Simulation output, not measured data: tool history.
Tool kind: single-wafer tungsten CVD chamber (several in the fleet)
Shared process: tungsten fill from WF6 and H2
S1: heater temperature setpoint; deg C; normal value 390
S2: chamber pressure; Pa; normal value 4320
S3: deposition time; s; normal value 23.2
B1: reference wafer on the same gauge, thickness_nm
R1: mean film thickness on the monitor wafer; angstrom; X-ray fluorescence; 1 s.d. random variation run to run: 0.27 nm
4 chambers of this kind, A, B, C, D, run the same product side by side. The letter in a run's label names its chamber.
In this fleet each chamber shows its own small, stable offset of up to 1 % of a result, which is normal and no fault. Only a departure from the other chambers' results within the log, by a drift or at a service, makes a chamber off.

| run | hour | S1 | S2 | S3 | B1 | R1 |
|---|---|---|---|---|---|---|
| 1B | 6.6 | 390 | 4320 | 23.2 | 54.455 | 581.67 |
| 2D | 9.9 | 390 | 4320 | 23.2 | 54.515 | 576.60 |
| 3A | 13.0 | 390 | 4320 | 23.2 | 54.459 | 578.92 |
| 4C | 16.4 | 390 | 4320 | 23.2 | 54.515 | 575.23 |
| 5A | 20.9 | 390 | 4320 | 23.2 | 54.451 | 580.09 |
| 6B | 26.3 | 390 | 4320 | 23.2 | 54.472 | 586.19 |
| 7D | 32.1 | 390 | 4320 | 23.2 | 54.474 | 575.81 |
| 8C | 35.8 | 390 | 4320 | 23.2 | 54.490 | 573.32 |
| 9D | 39.2 | 390 | 4320 | 23.2 | 54.436 | 572.36 |
| 10C | 43.0 | 390 | 4320 | 23.2 | 54.593 | 570.64 |
| 11B | 47.4 | 390 | 4320 | 23.2 | 54.403 | 576.29 |
| 12A | 52.7 | 390 | 4320 | 23.2 | 54.434 | 585.58 |
| 13B | 58.3 | 390 | 4320 | 23.2 | 54.531 | 581.10 |
| 14C | 61.9 | 390 | 4320 | 23.2 | 54.500 | 565.57 |
| 15D | 64.8 | 390 | 4320 | 20.2 | 54.470 | 501.00 |
| 16A | 71.1 | 390 | 4320 | 20.2 | 54.447 | 515.46 |
| 17C | 77.0 | 390 | 4320 | 20.2 | 54.463 | 499.49 |
| 18D | 80.4 | 390 | 4320 | 20.2 | 54.475 | 499.10 |
| 19B | 83.5 | 390 | 4320 | 23.2 | 54.515 | 581.17 |
| 20A | 88.5 | 390 | 4320 | 23.2 | 54.505 | 594.96 |
| 21D | 94.6 | 390 | 4320 | 23.2 | 54.576 | 572.69 |
| 22C | 100.4 | 390 | 4320 | 23.2 | 54.524 | 570.03 |
| 23A | 105.1 | 390 | 4320 | 23.2 | 54.455 | 594.20 |
| 24B | 109.1 | 390 | 4320 | 23.2 | 54.470 | 580.19 |
| 25D | 113.6 | 390 | 4320 | 23.2 | 54.464 | 575.11 |
| 26B | 117.5 | 390 | 4320 | 23.2 | 54.517 | 581.03 |
| 27A | 122.3 | 390 | 4320 | 23.2 | 54.508 | 599.49 |
| 28C | 127.5 | 390 | 4320 | 23.2 | 54.490 | 579.20 |
| 29D | 134.1 | 390 | 4320 | 24.8 | 54.502 | 610.17 |

Next, all 4 chambers run the settings below, one line each with question marks for the results. What does each chamber give?
| 30A | 138.8 | 390 | 4320 | 23.2 |  | ? |
| 30B | 138.8 | 390 | 4320 | 23.2 |  | ? |
| 30C | 138.8 | 390 | 4320 | 23.2 |  | ? |
| 30D | 138.8 | 390 | 4320 | 23.2 |  | ? |

| run | R1 |
|---|---|
| 30A | 601.89 |
| 30B | 580.86 |
| 30C | 573.67 |
| 30D | 574.25 |
